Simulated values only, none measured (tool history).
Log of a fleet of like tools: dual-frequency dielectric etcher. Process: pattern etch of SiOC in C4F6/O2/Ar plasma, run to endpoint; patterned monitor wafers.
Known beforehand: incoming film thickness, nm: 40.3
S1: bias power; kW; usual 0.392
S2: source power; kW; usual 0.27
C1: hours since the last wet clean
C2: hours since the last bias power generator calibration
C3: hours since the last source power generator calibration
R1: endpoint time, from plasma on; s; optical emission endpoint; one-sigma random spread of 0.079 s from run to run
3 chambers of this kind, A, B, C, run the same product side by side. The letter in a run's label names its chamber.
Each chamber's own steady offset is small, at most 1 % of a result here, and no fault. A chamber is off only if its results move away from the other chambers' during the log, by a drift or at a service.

run   hour     S1    S2     C1      C2      C3      R1
 1A      4  0.392  0.27  347.5  3439.9    1156  17.284
 2B      7  0.392  0.27  388.7  1033.3  2885.9  17.297
 3C   10.4  0.392  0.27  109.5  1438.1  2803.3  17.224
 4C   16.7  0.392  0.27  115.8  1444.4  2809.6  17.222
 5B   20.2  0.392  0.27  401.9  1046.5  2899.1  17.357
      22.7  -- chamber B: source power generator calibrated
 6A   23.9  0.392  0.27  367.4  3459.8  1175.9   17.24
 7C   29.8    0.3  0.32  128.9  1457.5  2822.7  17.692
 8A   33.3    0.3  0.32  376.8  3469.2  1185.3  17.917
 9B   39.4    0.3  0.32  421.1  1065.7    16.8  17.958
10B   44.4  0.392  0.27  426.1  1070.7    21.8  17.341
11C   48.8  0.392  0.27  147.9  1476.5  2841.7  17.008
      51.9  -- chamber B: wet clean of the chamber
12A   52.6  0.392  0.27  396.1  3488.5  1204.6  17.261
13A   57.3  0.392   0.3  400.8  3493.2  1209.3  16.667
14C   60.6  0.392   0.3  159.7  1488.3  2853.5  16.323
15B   63.9  0.392   0.3     12  1090.2    41.3  16.648
16B     68  0.392  0.27   16.1  1094.3    45.4  17.328
17C   73.2  0.392  0.27  172.3  1500.9  2866.1  16.854
18A   79.3  0.392  0.27  422.8  3515.2  1231.3  17.269
19A     85  0.392  0.27  428.5  3520.9    1237  17.134
20B   90.3  0.392  0.27   38.4  1116.6    67.7  17.264
21C   94.8  0.392  0.27  193.9  1522.5  2887.7  16.778
22A   98.5  0.392  0.27    442  3534.4  1250.5  17.295
23B  104.3  0.392  0.27   52.4  1130.6    81.7  17.191
       105  -- chamber C: source power generator calibrated
24C  108.3  0.392  0.27  207.4    1536     3.4  16.647
25A  112.5  0.392  0.27    456  3548.4  1264.5  17.072
26C  118.8  0.315  0.25  217.9  1546.5    13.9  18.493
27B  123.8  0.315  0.25   71.9  1150.1   101.2  19.249
28A  128.2  0.315  0.25  471.7  3564.1  1280.2  19.175
29B  133.6  0.439  0.33   81.7  1159.9     111  15.508
30C  136.8  0.439  0.33  235.9  1564.5    31.9  14.633
31C  140.3  0.439  0.33  239.4    1568    35.4  14.681

Predict what each chamber gives when all 3 of them run the settings below next.
32A  144.9  0.329  0.27               ?
32B  144.9  0.329  0.27               ?
32C  144.9  0.329  0.27               ?

run      R1
32A  18.229
32B  18.398
32C  17.393
